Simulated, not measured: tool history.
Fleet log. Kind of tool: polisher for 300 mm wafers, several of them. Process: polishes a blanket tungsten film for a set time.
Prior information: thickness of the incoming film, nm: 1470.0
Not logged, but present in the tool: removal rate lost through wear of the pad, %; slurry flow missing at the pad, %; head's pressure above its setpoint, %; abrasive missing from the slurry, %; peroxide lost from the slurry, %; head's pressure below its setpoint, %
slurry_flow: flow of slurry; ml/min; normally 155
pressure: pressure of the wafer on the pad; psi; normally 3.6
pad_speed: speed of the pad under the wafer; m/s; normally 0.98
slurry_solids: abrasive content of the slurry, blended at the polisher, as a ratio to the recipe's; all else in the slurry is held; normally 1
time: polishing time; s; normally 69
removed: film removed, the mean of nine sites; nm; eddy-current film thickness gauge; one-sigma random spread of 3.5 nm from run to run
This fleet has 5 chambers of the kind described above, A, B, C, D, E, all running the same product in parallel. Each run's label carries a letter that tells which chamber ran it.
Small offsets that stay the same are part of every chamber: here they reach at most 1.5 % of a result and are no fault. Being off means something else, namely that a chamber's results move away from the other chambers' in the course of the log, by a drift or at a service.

run	hour	slurry_flow	pressure	pad_speed	slurry_solids	time	wafers polished on this pad	hours since the slurry nozzle was cleaned	hours since the head pressure was calibrated	hours since the slurry blender was calibrated	hours since the slurry got fresh peroxide	removed
# hour 5.1: chamber E: slurry blender recalibrated
# hour 8.4: chamber C: slurry blender recalibrated
1E	13.1	155	3.6	0.98	1	69	261	154.6	44	8	134.4	297.6
2A	23.4	155	3.6	0.98	1	69	308	33	322	156.5	57.9	297.09
# hour 32.1: chamber D: slurry tank refilled with fresh slurry and peroxide
3B	35.2	155	3.6	0.98	1	69	929	312.7	837.7	395.9	41	302.81
# hour 40.8: chamber B: worn pad replaced by a new one
4C	48.9	155	3.6	0.98	1	69	415	216.9	161.7	40.5	121.9	294.21
# hour 58.6: chamber B: slurry nozzle cleaned
# hour 60.9: chamber E: slurry tank refilled with fresh slurry and peroxide
5D	61.2	155	3.6	0.98	1	69	775	804.1	1217.7	174.8	29.1	305.06
# hour 71.6: chamber B: slurry tank refilled with fresh slurry and peroxide
6A	72.7	155	3.6	0.98	0.8	69	653	82.3	371.3	205.8	107.2	283.16
7C	83.2	155	3.6	0.98	0.8	69	655	251.2	196	74.8	156.2	284.09
# hour 86.3: chamber D: worn pad replaced by a new one
# hour 90.8: chamber C: slurry tank refilled with fresh slurry and peroxide
8D	94.1	155	3.6	0.98	0.8	69	55	837	1250.6	207.7	62	287.42
# hour 103.3: chamber A: worn pad replaced by a new one
9B	104	155	3.6	0.98	0.8	69	443	45.4	906.5	464.7	32.5	291.07
# hour 110.8: chamber B: slurry blender recalibrated
10E	111.7	155	3.6	0.98	0.8	69	952	253.2	142.6	106.6	50.8	286.4
# hour 114.1: chamber A: slurry blender recalibrated
11E	121.8	155	3.6	0.98	1	69	1023	263.3	152.7	116.7	60.9	302.73
# hour 122.9: chamber E: worn pad replaced by a new one
# hour 123.1: chamber C: worn pad replaced by a new one
12B	131.3	155	3.6	0.98	1	69	634	72.7	933.8	20.6	59.8	300.57
# hour 135.2: chamber D: slurry nozzle cleaned
# hour 140.9: chamber B: slurry tank refilled with fresh slurry and peroxide
13D	145.7	155	3.6	0.98	1	69	417	10.5	1302.2	259.3	113.6	302.08
# hour 156.5: chamber B: worn pad replaced by a new one
14A	159.8	155	3.6	0.98	1	69	396	169.4	458.4	45.7	194.3	295.03
15C	169	155	3.6	0.98	1	69	322	337	281.8	160.6	78.2	295.11
# hour 174: chamber E: slurry blender recalibrated
16B	184.1	155	3.6	0.98	1	69	193	125.5	986.6	73.4	43.3	305.45
# hour 194.6: chamber D: slurry blender recalibrated
17C	197.4	155	3.6	0.98	1.25	69	521	365.4	310.2	189	106.6	319.57
18D	213.6	155	3.6	0.98	1.25	69	893	78.4	1370.1	19	181.5	311.51
# hour 218.6: chamber B: slurry tank refilled with fresh slurry and peroxide
# hour 225.2: chamber E: slurry nozzle cleaned
19A	226.2	155	3.6	0.98	1.25	69	861	235.8	524.8	112.1	260.7	302.43
# hour 226.8: chamber D: slurry tank refilled with fresh slurry and peroxide
# hour 230.9: chamber E: slurry tank refilled with fresh slurry and peroxide
20E	236.7	155	3.6	0.98	1.25	69	798	11.6	267.6	62.8	5.8	316.61
# hour 238.1: chamber C: slurry tank refilled with fresh slurry and peroxide
# hour 241.3: chamber D: worn pad replaced by a new one
# hour 243.2: chamber A: worn pad replaced by a new one
# hour 252: chamber D: head pressure recalibrated
21E	252.2	155	3.6	0.98	1.25	69	907	27.1	283.1	78.3	21.3	316.03
# hour 266.2: chamber C: worn pad replaced by a new one
22C	266.4	155	3.6	0.98	1	69	1	434.4	379.2	258	28.3	304.47
23D	282.5	155	3.6	0.98	1	69	289	147.3	30.6	87.9	55.7	300.39
# hour 285.8: chamber B: head pressure recalibrated
# hour 290.1: chamber E: worn pad replaced by a new one
# hour 292.8: chamber B: slurry tank refilled with fresh slurry and peroxide
24B	294.5	155	3.6	0.98	1	69	967	235.9	8.8	183.8	1.7	301.06
# hour 297: chamber B: worn pad replaced by a new one
25A	305.8	155	4.1	0.98	0.85	69	439	315.4	604.4	191.7	340.3	308.92
# hour 306.2: chamber C: slurry nozzle cleaned
26A	321.3	155	4.1	0.98	0.85	69	548	330.9	619.9	207.2	355.8	308.1
27B	328.4	155	4.1	0.98	0.85	69	220	269.8	42.7	217.7	35.6	323.09
28C	340.4	155	4.1	0.98	0.85	69	520	34.3	453.2	332	102.3	326.01
29E	355.3	155	4.1	0.98	0.85	69	457	130.2	386.2	181.4	124.4	318.51
# hour 368: chamber A: worn pad replaced by a new one
30D	370.7	155	3.6	0.98	1	69	907	235.5	118.8	176.1	143.9	297.55
# hour 371.5: chamber E: slurry blender recalibrated
# hour 383.3: chamber A: slurry nozzle cleaned
31A	383.5	155	3.2	0.98	1	69	108	0.3	682.1	269.4	418	249.11
32E	399.7	155	3.2	0.98	1	69	768	174.6	430.6	28.3	168.8	262.33

For the next run the whole fleet of 5 chambers uses the same settings. Give each chamber's results:
33A	411.5	155	3.6	0.98	1	69						?
33B	411.5	155	3.6	0.98	1	69						?
33C	411.5	155	3.6	0.98	1	69						?
33D	411.5	155	3.6	0.98	1	69						?
33E	411.5	155	3.6	0.98	1	69						?

run	removed
33A	267.02
33B	302.72
33C	291.23
33D	299.41
33E	298.71
